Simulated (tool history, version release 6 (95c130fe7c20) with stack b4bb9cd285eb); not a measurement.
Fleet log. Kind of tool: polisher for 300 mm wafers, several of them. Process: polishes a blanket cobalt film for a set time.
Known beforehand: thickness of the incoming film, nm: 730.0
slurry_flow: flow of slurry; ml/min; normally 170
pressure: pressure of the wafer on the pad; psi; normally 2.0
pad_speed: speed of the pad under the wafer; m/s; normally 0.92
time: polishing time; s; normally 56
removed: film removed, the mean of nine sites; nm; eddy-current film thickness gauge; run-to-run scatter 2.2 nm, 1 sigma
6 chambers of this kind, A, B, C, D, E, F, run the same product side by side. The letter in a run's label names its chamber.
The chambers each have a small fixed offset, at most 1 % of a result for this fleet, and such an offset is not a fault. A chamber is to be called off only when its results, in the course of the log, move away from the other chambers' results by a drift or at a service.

At day 0.275: chamber D: worn pad replaced by a new one.
Run 1E, day 0.467: usual settings. Result: removed 285.75 nm.
At day 0.538: chamber E: worn pad replaced by a new one.
Run 2F, day 0.962: usual settings. Result: removed 282.82 nm.
Run 3A, day 1.521: usual settings. Result: removed 281.82 nm.
At day 1.750: chamber B: worn pad replaced by a new one.
Run 4D, day 1.821: usual settings. Result: removed 278.21 nm.
At day 1.938: chamber D: slurry nozzle cleaned.
At day 2.229: chamber C: worn pad replaced by a new one.
Run 5C, day 2.362: usual settings. Result: removed 282.56 nm.
Run 6B, day 2.675: usual settings. Result: removed 280.80 nm.
Run 7C, day 3.146: usual settings. Result: removed 285.17 nm.
Run 8E, day 3.417: usual settings. Result: removed 281.35 nm.
At day 3.692: chamber B: slurry nozzle cleaned.
At day 3.758: chamber A: worn pad replaced by a new one.
Run 9D, day 3.892: usual settings. Result: removed 283.38 nm.
At day 4.008: chamber E: worn pad replaced by a new one.
At day 4.167: chamber F: worn pad replaced by a new one.
Run 10F, day 4.429: usual settings. Result: removed 281.65 nm.
Run 11A, day 4.992: usual settings. Result: removed 279.45 nm.
Run 12B, day 5.271: usual settings. Result: removed 281.45 nm.
Run 13F, day 5.608: usual settings. Result: removed 280.79 nm.
At day 5.842: chamber B: head pressure recalibrated.
At day 5.975: chamber B: worn pad replaced by a new one.
Run 14C, day 6.108: usual settings. Result: removed 283.86 nm.
Run 15A, day 6.571: usual settings. Result: removed 285.25 nm.
At day 6.683: chamber F: slurry nozzle cleaned.
Run 16E, day 6.842: usual settings. Result: removed 282.00 nm.
At day 7.042: chamber A: worn pad replaced by a new one.
At day 7.188: chamber D: worn pad replaced by a new one.
Run 17D, day 7.312: usual settings. Result: removed 282.49 nm.
At day 7.529: chamber E: worn pad replaced by a new one.
Run 18B, day 7.583: usual settings. Result: removed 281.46 nm.
At day 7.942: chamber C: worn pad replaced by a new one.
Run 19B, day 8.000: usual settings. Result: removed 280.36 nm.
Run 20C, day 8.396: usual settings. Result: removed 286.43 nm.
At day 8.504: chamber F: head pressure recalibrated.
Run 21E, day 8.954: usual settings. Result: removed 285.43 nm.
At day 9.075: chamber F: worn pad replaced by a new one.
Run 22D, day 9.558: usual settings. Result: removed 279.53 nm.
Run 23A, day 9.971: usual settings. Result: removed 282.84 nm.
At day 10.167: chamber E: slurry nozzle cleaned.
Run 24F, day 10.262: usual settings but pressure 1.8 psi. Result: removed 256.96 nm.
At day 10.550: chamber A: slurry nozzle cleaned.
Run 25B, day 10.575: usual settings but pressure 1.8 psi. Result: removed 253.88 nm.
At day 10.962: chamber A: worn pad replaced by a new one.
Run 26E, day 10.962: usual settings but pressure 1.8 psi. Result: removed 255.66 nm.
At day 11.175: chamber C: slurry nozzle cleaned.
Run 27C, day 11.358: usual settings but pressure 1.8 psi. Result: removed 255.23 nm.
At day 11.496: chamber B: worn pad replaced by a new one.
At day 11.850: chamber E: worn pad replaced by a new one.
Run 28F, day 11.896: usual settings but pressure 1.8 psi. Result: removed 258.00 nm.
Run 29D, day 12.229: usual settings but pressure 1.8 psi. Result: removed 254.17 nm.
Run 30A, day 12.779: usual settings but time 48 s. Result: removed 242.40 nm.
Run 31A, day 13.242: usual settings but time 48 s. Result: removed 243.69 nm.
At day 13.375: chamber C: worn pad replaced by a new one.
Run 32B, day 13.842: usual settings but time 48 s. Result: removed 240.28 nm.
At day 14.171: chamber A: worn pad replaced by a new one.
Run 33E, day 14.200: usual settings but time 48 s. Result: removed 238.98 nm.
Run 34C, day 14.808: usual settings but time 48 s. Result: removed 240.54 nm.
At day 14.883: chamber B: slurry nozzle cleaned.
At day 15.038: chamber F: worn pad replaced by a new one.
Run 35F, day 15.333: usual settings but time 48 s. Result: removed 242.95 nm.
At day 15.400: chamber D: worn pad replaced by a new one.
At day 15.617: chamber E: worn pad replaced by a new one.
Run 36D, day 15.875: usual settings. Result: removed 277.29 nm.
At day 16.121: chamber F: slurry nozzle cleaned.
At day 16.379: chamber B: worn pad replaced by a new one.
Run 37C, day 16.479: usual settings but pressure 1.7 psi, pad_speed 1.04 m/s. Result: removed 276.10 nm.
Run 38A, day 16.842: usual settings but pressure 1.7 psi, pad_speed 1.04 m/s. Result: removed 271.84 nm.
At day 17.138: chamber D: slurry nozzle cleaned.
Run 39B, day 17.288: usual settings but pressure 1.7 psi, pad_speed 1.04 m/s. Result: removed 271.25 nm.
Run 40F, day 17.571: usual settings but pressure 1.7 psi, pad_speed 1.04 m/s. Result: removed 273.22 nm.
Run 41E, day 17.871: usual settings but pressure 1.7 psi, pad_speed 1.04 m/s. Result: removed 269.85 nm.
Run 42D, day 18.283: usual settings but pressure 1.7 psi, pad_speed 1.04 m/s. Result: removed 268.38 nm.
Run 43F, day 18.779: usual settings. Result: removed 282.44 nm.

All chambers now run identical settings, listed one chamber a line with results as question marks. What results will each chamber show?
Run 44A, day 19.221: usual settings but pressure 1.5 psi. Result: removed ?.
Run 44B, day 19.221: usual settings but pressure 1.5 psi. Result: removed ?.
Run 44C, day 19.221: usual settings but pressure 1.5 psi. Result: removed ?.
Run 44D, day 19.221: usual settings but pressure 1.5 psi. Result: removed ?.
Run 44E, day 19.221: usual settings but pressure 1.5 psi. Result: removed ?.
Run 44F, day 19.221: usual settings but pressure 1.5 psi. Result: removed ?.

run  removed
44A   212.76
44B   206.69
44C   215.58
44D   206.96
44E   214.74
44F   212.46
